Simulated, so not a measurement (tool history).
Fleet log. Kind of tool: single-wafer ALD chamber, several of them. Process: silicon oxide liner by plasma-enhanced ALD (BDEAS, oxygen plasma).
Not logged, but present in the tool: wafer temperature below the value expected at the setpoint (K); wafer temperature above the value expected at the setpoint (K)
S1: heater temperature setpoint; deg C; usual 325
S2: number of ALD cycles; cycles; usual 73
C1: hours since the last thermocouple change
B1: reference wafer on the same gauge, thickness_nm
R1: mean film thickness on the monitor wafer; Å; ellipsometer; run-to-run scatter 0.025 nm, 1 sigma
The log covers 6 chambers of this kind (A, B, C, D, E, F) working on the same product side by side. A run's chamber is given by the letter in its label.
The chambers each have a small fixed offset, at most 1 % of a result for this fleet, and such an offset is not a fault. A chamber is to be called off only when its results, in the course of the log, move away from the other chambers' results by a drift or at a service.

run 1F hour=5.3 | S1=325 S2=73 | C1=2780.7 | B1=5.4363 | R1=65.827
run 2D hour=11.9 | S1=325 S2=73 | C1=693 | B1=5.4301 | R1=65.268
run 3B hour=20.6 | S1=325 S2=73 | C1=700.1 | B1=5.4274 | R1=66.116
run 4C hour=26.7 | S1=325 S2=73 | C1=1561.1 | B1=5.4264 | R1=65.946
run 5A hour=33.6 | S1=338 S2=81 | C1=1750.8 | B1=5.4279 | R1=70.453
run 6E hour=38.5 | S1=338 S2=81 | C1=849.9 | B1=5.4294 | R1=71.081
run 7C hour=46.7 | S1=338 S2=81 | C1=1581.1 | B1=5.4348 | R1=71.717
run 8B hour=51.5 | S1=338 S2=81 | C1=731 | B1=5.4267 | R1=71.841
run 9D hour=59.3 | S1=338 S2=81 | C1=740.4 | B1=5.4329 | R1=70.711
run 10E hour=64.4 | S1=338 S2=81 | C1=875.8 | B1=5.4292 | R1=70.783
run 11F hour=70.1 | S1=325 S2=73 | C1=2845.5 | B1=5.434 | R1=66.46
run 12A hour=76.7 | S1=325 S2=73 | C1=1793.9 | B1=5.4292 | R1=64.893
run 13A hour=85.7 | S1=325 S2=73 | C1=1802.9 | B1=5.4294 | R1=65.479
run 14F hour=91.4 | S1=325 S2=73 | C1=2866.8 | B1=5.4318 | R1=66.206
run 15E hour=99.5 | S1=325 S2=73 | C1=910.9 | B1=5.4296 | R1=65.867
run 16C hour=106.3 | S1=325 S2=73 | C1=1640.7 | B1=5.4345 | R1=65.451
run 17D hour=116 | S1=325 S2=73 | C1=797.1 | B1=5.4332 | R1=65.29
run 18B hour=122.9 | S1=325 S2=73 | C1=802.4 | B1=5.4309 | R1=66.044
run 19A hour=129.2 | S1=325 S2=73 | C1=1846.4 | B1=5.4277 | R1=64.788
run 20C hour=137.9 | S1=325 S2=73 | C1=1672.3 | B1=5.4251 | R1=65.786
run 21F hour=145.3 | S1=325 S2=80 | C1=2920.7 | B1=5.4354 | R1=72.906
run 22B hour=155.6 | S1=325 S2=80 | C1=835.1 | B1=5.4337 | R1=71.846
run 23E hour=160.7 | S1=325 S2=80 | C1=972.1 | B1=5.4239 | R1=71.654
run 24D hour=167.2 | S1=325 S2=80 | C1=848.3 | B1=5.4289 | R1=71.101
run 25C hour=172.1 | S1=325 S2=80 | C1=1706.5 | B1=5.4355 | R1=71.767
run 26D hour=181.1 | S1=325 S2=80 | C1=862.2 | B1=5.427 | R1=70.861
run 27B hour=186.5 | S1=325 S2=73 | C1=866 | B1=5.4329 | R1=65.687
run 28A hour=197.2 | S1=339 S2=73 | C1=1914.4 | B1=5.4293 | R1=64.167
-- hour=202.7 chamber F: thermocouple changed; heater temperature recalibrated
run 29E hour=203.6 | S1=339 S2=73 | C1=1015 | B1=5.4302 | R1=64.292
run 30F hour=208.4 | S1=339 S2=73 | C1=5.8 | B1=5.4255 | R1=65.018
run 31A hour=217.8 | S1=339 S2=73 | C1=1935 | B1=5.4323 | R1=63.979
run 32D hour=223.8 | S1=339 S2=73 | C1=904.9 | B1=5.4263 | R1=63.757
run 33E hour=233.4 | S1=339 S2=73 | C1=1044.8 | B1=5.4306 | R1=64.321
run 34F hour=242.6 | S1=325 S2=73 | C1=40 | B1=5.4328 | R1=65.945
run 35C hour=249.3 | S1=325 S2=73 | C1=1783.7 | B1=5.4315 | R1=65.227
run 36B hour=258.5 | S1=325 S2=73 | C1=938 | B1=5.4282 | R1=65.904
run 37D hour=269.4 | S1=325 S2=73 | C1=950.5 | B1=5.4276 | R1=64.952
run 38A hour=274.7 | S1=325 S2=73 | C1=1991.9 | B1=5.428 | R1=64.963
run 39B hour=283.1 | S1=325 S2=73 | C1=962.6 | B1=5.4311 | R1=66.019
run 40C hour=290.5 | S1=325 S2=73 | C1=1824.9 | B1=5.4293 | R1=65.93
run 41E hour=301.3 | S1=325 S2=73 | C1=1112.7 | B1=5.4296 | R1=65.7
run 42F hour=310.5 | S1=325 S2=73 | C1=107.9 | B1=5.4303 | R1=66.12

What goes on in this fleet: one chamber off, a drifting gauge, or nothing beyond the chambers' own small offsets? Name the chamber and the cause, if any.

No chamber stands off beyond its own small offset, and the gauge holds steady.
